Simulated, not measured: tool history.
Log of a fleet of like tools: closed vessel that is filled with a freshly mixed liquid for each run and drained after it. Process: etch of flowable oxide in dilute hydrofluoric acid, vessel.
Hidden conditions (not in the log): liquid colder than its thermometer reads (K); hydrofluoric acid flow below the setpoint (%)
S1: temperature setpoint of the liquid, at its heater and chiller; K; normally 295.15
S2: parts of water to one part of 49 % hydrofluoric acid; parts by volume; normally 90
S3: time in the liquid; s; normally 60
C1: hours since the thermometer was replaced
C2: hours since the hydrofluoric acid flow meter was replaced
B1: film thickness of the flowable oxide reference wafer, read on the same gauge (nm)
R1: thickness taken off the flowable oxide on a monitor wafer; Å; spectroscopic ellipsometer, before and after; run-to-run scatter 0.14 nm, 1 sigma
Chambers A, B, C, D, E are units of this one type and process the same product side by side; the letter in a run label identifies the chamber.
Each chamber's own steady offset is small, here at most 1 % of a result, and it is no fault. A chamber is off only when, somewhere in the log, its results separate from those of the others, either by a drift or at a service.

{"run": "1E", "hour": 4.8, "S1": 295.15, "S2": 90, "S3": 60, "C1": 35.9, "C2": 1495.5, "B1": 130.02, "R1": 360.96}
{"run": "2D", "hour": 11.6, "S1": 295.15, "S2": 90, "S3": 60, "C1": 1274.3, "C2": 210.2, "B1": 130.0, "R1": 359.07}
{"run": "3A", "hour": 15.2, "S1": 295.15, "S2": 90, "S3": 60, "C1": 396.9, "C2": 1228.8, "B1": 130.01, "R1": 360.41}
{"run": "4C", "hour": 21.3, "S1": 295.15, "S2": 90, "S3": 60, "C1": 1371.6, "C2": 451.1, "B1": 129.99, "R1": 361.61}
{"run": "5B", "hour": 27.3, "S1": 295.15, "S2": 90, "S3": 60, "C1": 959.9, "C2": 183.0, "B1": 129.98, "R1": 359.92}
{"run": "6B", "hour": 30.9, "S1": 295.15, "S2": 90, "S3": 60, "C1": 963.5, "C2": 186.6, "B1": 129.99, "R1": 361.64}
{"run": "7E", "hour": 37.2, "S1": 295.15, "S2": 90, "S3": 60, "C1": 68.3, "C2": 1527.9, "B1": 129.98, "R1": 361.07}
{"run": "8C", "hour": 41.7, "S1": 295.15, "S2": 90, "S3": 60, "C1": 1392.0, "C2": 471.5, "B1": 130.0, "R1": 360.12}
{"run": "9D", "hour": 48.5, "S1": 295.15, "S2": 90, "S3": 60, "C1": 1311.2, "C2": 247.1, "B1": 129.99, "R1": 360.84}
{"run": "10A", "hour": 55.0, "S1": 295.15, "S2": 90, "S3": 60, "C1": 436.7, "C2": 1268.6, "B1": 129.99, "R1": 359.26}
{"hour": 55.1, "done": "chamber A: hydrofluoric acid flow meter replaced"}
{"run": "11B", "hour": 62.7, "S1": 295.15, "S2": 65, "S3": 80, "C1": 995.3, "C2": 218.4, "B1": 130.01, "R1": 682.05}
{"hour": 67.3, "done": "chamber E: hydrofluoric acid flow meter replaced"}
{"run": "12C", "hour": 68.5, "S1": 295.15, "S2": 65, "S3": 80, "C1": 1418.8, "C2": 498.3, "B1": 130.0, "R1": 688.28}
{"hour": 72.7, "done": "chamber B: thermometer replaced"}
{"run": "13E", "hour": 74.0, "S1": 295.15, "S2": 65, "S3": 80, "C1": 105.1, "C2": 6.8, "B1": 130.01, "R1": 689.26}
{"run": "14D", "hour": 80.9, "S1": 295.15, "S2": 65, "S3": 80, "C1": 1343.6, "C2": 279.5, "B1": 130.02, "R1": 684.7}
{"run": "15A", "hour": 88.9, "S1": 295.15, "S2": 65, "S3": 80, "C1": 470.6, "C2": 33.9, "B1": 130.0, "R1": 680.94}
{"run": "16E", "hour": 95.6, "S1": 295.15, "S2": 90, "S3": 60, "C1": 126.7, "C2": 28.4, "B1": 130.01, "R1": 363.79}
{"run": "17D", "hour": 102.6, "S1": 295.15, "S2": 90, "S3": 60, "C1": 1365.3, "C2": 301.2, "B1": 130.0, "R1": 357.52}
{"run": "18B", "hour": 107.2, "S1": 295.15, "S2": 90, "S3": 60, "C1": 34.5, "C2": 262.9, "B1": 129.99, "R1": 362.46}
{"run": "19C", "hour": 114.1, "S1": 295.15, "S2": 90, "S3": 60, "C1": 1464.4, "C2": 543.9, "B1": 130.0, "R1": 360.57}
{"run": "20A", "hour": 119.3, "S1": 295.15, "S2": 90, "S3": 60, "C1": 501.0, "C2": 64.3, "B1": 130.0, "R1": 359.41}
{"run": "21E", "hour": 126.0, "S1": 295.15, "S2": 90, "S3": 50, "C1": 157.1, "C2": 58.8, "B1": 130.0, "R1": 303.19}
{"run": "22B", "hour": 132.6, "S1": 295.15, "S2": 90, "S3": 50, "C1": 59.9, "C2": 288.3, "B1": 129.99, "R1": 300.86}
{"run": "23D", "hour": 137.5, "S1": 295.15, "S2": 90, "S3": 50, "C1": 1400.2, "C2": 336.1, "B1": 130.0, "R1": 301.49}
{"run": "24C", "hour": 144.6, "S1": 295.15, "S2": 90, "S3": 50, "C1": 1494.9, "C2": 574.4, "B1": 129.99, "R1": 300.27}
{"run": "25A", "hour": 152.3, "S1": 295.15, "S2": 90, "S3": 50, "C1": 534.0, "C2": 97.3, "B1": 130.0, "R1": 300.39}
{"run": "26D", "hour": 159.3, "S1": 295.15, "S2": 90, "S3": 30, "C1": 1422.0, "C2": 357.9, "B1": 130.01, "R1": 180.8}
{"run": "27A", "hour": 163.4, "S1": 295.15, "S2": 90, "S3": 30, "C1": 545.1, "C2": 108.4, "B1": 130.0, "R1": 180.26}
{"run": "28B", "hour": 168.0, "S1": 295.15, "S2": 90, "S3": 30, "C1": 95.3, "C2": 323.7, "B1": 129.99, "R1": 179.64}
{"hour": 171.7, "done": "chamber A: thermometer replaced"}
{"run": "29C", "hour": 174.7, "S1": 295.15, "S2": 90, "S3": 30, "C1": 1525.0, "C2": 604.5, "B1": 130.01, "R1": 178.94}
{"run": "30E", "hour": 180.8, "S1": 295.15, "S2": 90, "S3": 30, "C1": 211.9, "C2": 113.6, "B1": 129.98, "R1": 180.36}
{"run": "31E", "hour": 188.5, "S1": 295.15, "S2": 90, "S3": 60, "C1": 219.6, "C2": 121.3, "B1": 129.99, "R1": 361.02}
{"run": "32A", "hour": 194.6, "S1": 295.15, "S2": 90, "S3": 60, "C1": 22.9, "C2": 139.6, "B1": 130.01, "R1": 357.73}
{"run": "33B", "hour": 198.2, "S1": 295.15, "S2": 90, "S3": 60, "C1": 125.5, "C2": 353.9, "B1": 129.99, "R1": 361.95}
{"run": "34D", "hour": 203.4, "S1": 295.15, "S2": 90, "S3": 60, "C1": 1466.1, "C2": 402.0, "B1": 129.99, "R1": 359.14}
{"run": "35C", "hour": 210.0, "S1": 292.65, "S2": 90, "S3": 70, "C1": 1560.3, "C2": 639.8, "B1": 130.03, "R1": 378.99}
{"run": "36A", "hour": 214.7, "S1": 292.65, "S2": 90, "S3": 70, "C1": 43.0, "C2": 159.7, "B1": 130.01, "R1": 380.42}
{"run": "37D", "hour": 218.9, "S1": 292.65, "S2": 90, "S3": 70, "C1": 1481.6, "C2": 417.5, "B1": 130.0, "R1": 380.49}
{"run": "38C", "hour": 224.6, "S1": 292.65, "S2": 90, "S3": 70, "C1": 1574.9, "C2": 654.4, "B1": 130.02, "R1": 380.93}
{"run": "39E", "hour": 229.8, "S1": 292.65, "S2": 90, "S3": 70, "C1": 260.9, "C2": 162.6, "B1": 129.99, "R1": 379.7}

Next, every chamber runs the same settings. What will each give?
{"run": "40A", "hour": 235.5, "S1": 295.15, "S2": 90, "S3": 60, "R1": "?"}
{"run": "40B", "hour": 235.5, "S1": 295.15, "S2": 90, "S3": 60, "R1": "?"}
{"run": "40C", "hour": 235.5, "S1": 295.15, "S2": 90, "S3": 60, "R1": "?"}
{"run": "40D", "hour": 235.5, "S1": 295.15, "S2": 90, "S3": 60, "R1": "?"}
{"run": "40E", "hour": 235.5, "S1": 295.15, "S2": 90, "S3": 60, "R1": "?"}

run=40A R1=361.25
run=40B R1=361.24
run=40C R1=360.14
run=40D R1=359.50
run=40E R1=364.64

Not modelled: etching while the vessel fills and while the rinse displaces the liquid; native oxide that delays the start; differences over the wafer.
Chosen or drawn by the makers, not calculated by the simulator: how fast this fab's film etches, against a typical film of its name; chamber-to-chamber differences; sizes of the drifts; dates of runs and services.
